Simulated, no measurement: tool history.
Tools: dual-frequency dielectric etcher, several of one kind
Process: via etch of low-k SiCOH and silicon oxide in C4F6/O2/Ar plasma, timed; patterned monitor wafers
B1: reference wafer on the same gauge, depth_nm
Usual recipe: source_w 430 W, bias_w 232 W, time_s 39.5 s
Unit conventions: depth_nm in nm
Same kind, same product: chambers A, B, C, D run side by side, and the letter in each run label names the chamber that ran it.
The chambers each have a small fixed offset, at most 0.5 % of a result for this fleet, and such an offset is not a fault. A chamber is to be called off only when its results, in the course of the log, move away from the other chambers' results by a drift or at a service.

Run 1C, hour 4.6: usual settings; B1 121.02. Result: depth_nm 104.940 nm.
Run 2D, hour 7.6: usual settings; B1 121.03. Result: depth_nm 104.340 nm.
Run 3A, hour 11.7: usual settings; B1 121.07. Result: depth_nm 104.920 nm.
Run 4B, hour 15.2: usual settings; B1 121.14. Result: depth_nm 104.480 nm.
Run 5D, hour 20.0: usual settings; B1 121.12. Result: depth_nm 103.960 nm.
Run 6C, hour 23.1: usual settings; B1 121.11. Result: depth_nm 105.060 nm.
Run 7B, hour 27.4: usual settings; B1 121.12. Result: depth_nm 104.450 nm.
Run 8A, hour 29.5: usual settings; B1 121.15. Result: depth_nm 105.060 nm.
Run 9A, hour 32.6: usual settings; B1 121.16. Result: depth_nm 104.430 nm.
Run 10D, hour 35.5: usual settings; B1 121.25. Result: depth_nm 104.210 nm.
Run 11C, hour 39.4: usual settings; B1 121.22. Result: depth_nm 105.460 nm.
Run 12B, hour 44.1: usual settings; B1 121.31. Result: depth_nm 104.530 nm.
Run 13C, hour 47.5: usual settings; B1 121.29. Result: depth_nm 105.110 nm.
Run 14B, hour 49.7: usual settings but source_w 520 W; B1 121.26. Result: depth_nm 112.200 nm.
Run 15A, hour 52.1: usual settings but source_w 520 W; B1 121.30. Result: depth_nm 112.780 nm.
Run 16D, hour 55.9: usual settings but source_w 520 W; B1 121.32. Result: depth_nm 112.240 nm.
Run 17D, hour 58.8: usual settings but source_w 520 W; B1 121.32. Result: depth_nm 112.560 nm.
Run 18A, hour 61.6: usual settings; B1 121.36. Result: depth_nm 104.940 nm.
Run 19B, hour 65.1: usual settings; B1 121.37. Result: depth_nm 104.580 nm.
Run 20C, hour 69.3: usual settings; B1 121.41. Result: depth_nm 105.240 nm.
Run 21A, hour 72.7: usual settings but source_w 530 W, time_s 29.5 s; B1 121.44. Result: depth_nm 84.930 nm.
Run 22D, hour 76.2: usual settings but source_w 530 W, time_s 29.5 s; B1 121.43. Result: depth_nm 84.833 nm.
Run 23C, hour 80.0: usual settings but source_w 530 W, time_s 29.5 s; B1 121.45. Result: depth_nm 85.446 nm.
Run 24B, hour 84.9: usual settings but source_w 530 W, time_s 29.5 s; B1 121.49. Result: depth_nm 84.607 nm.
Run 25B, hour 88.4: usual settings; B1 121.52. Result: depth_nm 104.860 nm.
Run 26C, hour 92.0: usual settings; B1 121.52. Result: depth_nm 105.360 nm.
Run 27A, hour 94.9: usual settings; B1 121.57. Result: depth_nm 105.300 nm.
Run 28D, hour 97.7: usual settings but time_s 45.0 s; B1 121.53. Result: depth_nm 119.210 nm.
Run 29A, hour 100.4: usual settings but time_s 45.0 s; B1 121.58. Result: depth_nm 119.350 nm.
Run 30B, hour 104.2: usual settings but time_s 45.0 s; B1 121.63. Result: depth_nm 119.250 nm.
Run 31C, hour 106.5: usual settings but time_s 45.0 s; B1 121.59. Result: depth_nm 120.090 nm.
Run 32D, hour 108.7: usual settings; B1 121.61. Result: depth_nm 104.730 nm.
Run 33C, hour 113.2: usual settings; B1 121.65. Result: depth_nm 105.620 nm.
Run 34A, hour 117.8: usual settings; B1 121.72. Result: depth_nm 105.200 nm.
Run 35B, hour 120.1: usual settings but bias_w 288 W; B1 121.70. Result: depth_nm 112.710 nm.
Run 36D, hour 123.4: usual settings but bias_w 288 W; B1 121.68. Result: depth_nm 112.840 nm.
Run 37C, hour 125.7: usual settings but bias_w 288 W; B1 121.72. Result: depth_nm 113.730 nm.
Run 38B, hour 128.5: usual settings but bias_w 288 W; B1 121.75. Result: depth_nm 112.900 nm.

Each of the 4 chambers runs these same settings next. Fill in every chamber's results:
Run 39A, hour 132.1: usual settings. Result: depth_nm ?.
Run 39B, hour 132.1: usual settings. Result: depth_nm ?.
Run 39C, hour 132.1: usual settings. Result: depth_nm ?.
Run 39D, hour 132.1: usual settings. Result: depth_nm ?.

run  depth_nm
39A   105.350
39B   105.030
39C   105.470
39D   104.830

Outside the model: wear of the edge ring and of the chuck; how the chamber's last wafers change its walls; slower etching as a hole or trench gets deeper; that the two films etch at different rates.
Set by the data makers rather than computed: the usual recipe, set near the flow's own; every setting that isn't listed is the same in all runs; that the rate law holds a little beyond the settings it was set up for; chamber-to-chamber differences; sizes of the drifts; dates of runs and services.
